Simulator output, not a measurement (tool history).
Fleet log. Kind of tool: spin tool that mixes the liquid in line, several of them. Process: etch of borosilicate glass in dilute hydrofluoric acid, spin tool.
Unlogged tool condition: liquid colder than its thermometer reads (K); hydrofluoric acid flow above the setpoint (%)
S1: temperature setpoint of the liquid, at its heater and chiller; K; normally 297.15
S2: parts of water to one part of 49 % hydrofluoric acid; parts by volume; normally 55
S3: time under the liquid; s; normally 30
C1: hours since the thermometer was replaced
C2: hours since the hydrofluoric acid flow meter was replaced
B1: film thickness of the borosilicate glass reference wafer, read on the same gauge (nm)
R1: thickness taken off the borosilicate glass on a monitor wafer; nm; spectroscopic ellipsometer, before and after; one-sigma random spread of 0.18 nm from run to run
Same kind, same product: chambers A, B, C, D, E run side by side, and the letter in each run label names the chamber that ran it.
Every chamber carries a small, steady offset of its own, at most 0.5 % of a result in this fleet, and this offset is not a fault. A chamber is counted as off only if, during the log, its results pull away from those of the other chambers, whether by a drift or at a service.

run   hour      S1  S2  S3      C1      C2       B1      R1
 1B    5.4  297.15  55  30  1267.7  1832.0   99.999  23.470
 2A   12.0  297.15  55  30   266.0   737.8   99.988  24.450
 3C   16.9  297.15  55  30   173.9   329.6   99.998  24.301
 4E   22.6  297.15  55  30  1659.2   615.3   99.975  24.030
 5D   30.8  297.15  55  30   720.9   884.6  100.020  24.308
 6A   35.8  297.15  55  30   289.8   761.6   99.987  23.834
 7C   39.5  297.15  55  30   196.5   352.2  100.000  24.077
 8E   43.8  297.15  55  30  1680.4   636.5  100.000  24.197
 9B   48.1  292.15  55  25  1310.4  1874.7   99.980  16.102
10D   52.7  292.15  55  25   742.8   906.5  100.010  16.568
11E   59.4  292.15  55  25  1696.0   652.1   99.995  16.126
12D   65.6  292.15  55  25   755.7   919.4  100.000  16.337
13C   71.5  292.15  55  25   228.5   384.2   99.974  16.171
14A   77.3  297.15  55  30   331.3   803.1   99.959  24.081
15B   81.7  297.15  55  30  1344.0  1908.3  100.000  24.205
16A   86.2  294.15  35  30   340.2   812.0   99.982  34.212
17B   89.8  294.15  35  30  1352.1  1916.4  100.030  33.841
18D   95.4  294.15  35  30   785.5   949.2  100.030  34.929
19E  102.0  294.15  35  30  1738.6   694.7   99.981  34.559
20C  105.5  294.15  35  30   262.5   418.2   99.987  34.771
21A  110.2  297.15  55  30   364.2   836.0   99.996  24.274
22C  116.8  297.15  55  30   273.8   429.5   99.955  23.982
23D  122.3  297.15  55  30   812.4   976.1  100.020  25.243
24E  126.9  297.15  55  30  1763.5   719.6   99.955  24.131
25B  134.2  297.15  55  30  1396.5  1960.8  100.060  23.807
26E  142.3  297.15  55  30  1778.9   735.0   99.997  24.120
     147.9  -- chamber E: hydrofluoric acid flow meter replaced
27A  149.7  294.65  40  30   403.7   875.5  100.040  30.516
28C  153.8  294.65  40  30   310.8   466.5  100.040  30.327
29B  159.9  294.65  40  30  1422.2  1986.5   99.944  29.710
30D  166.5  294.65  40  30   856.6  1020.3   99.994  32.132
31D  173.6  294.65  40  30   863.7  1027.4   99.980  32.612
32E  178.0  297.15  55  30  1814.6    30.1  100.020  24.229
33C  183.6  297.15  55  30   340.6   496.3  100.050  24.253
34B  187.8  297.15  55  30  1450.1  2014.4   99.973  24.081
35A  193.0  297.15  55  30   447.0   918.8  100.020  24.267
36E  198.6  297.15  55  30  1835.2    50.7   99.952  24.001
37A  203.7  297.15  55  30   457.7   929.5  100.010  24.244
38B  210.1  297.15  55  30  1472.4  2036.7   99.980  24.040
39D  214.2  297.15  55  30   904.3  1068.0  100.040  26.275
40C  219.8  297.15  55  30   376.8   532.5  100.000  24.254
41A  225.7  297.15  55  30   479.7   951.5  100.010  24.132
42B  233.1  297.15  55  30  1495.4  2059.7  100.000  23.937

Each of the 5 chambers runs these same settings next. Fill in every chamber's results:
43A  239.0  297.15  55  30               ?
43B  239.0  297.15  55  30               ?
43C  239.0  297.15  55  30               ?
43D  239.0  297.15  55  30               ?
43E  239.0  297.15  55  30               ?

run      R1
43A  24.203
43B  23.892
43C  24.169
43D  26.159
43E  24.129
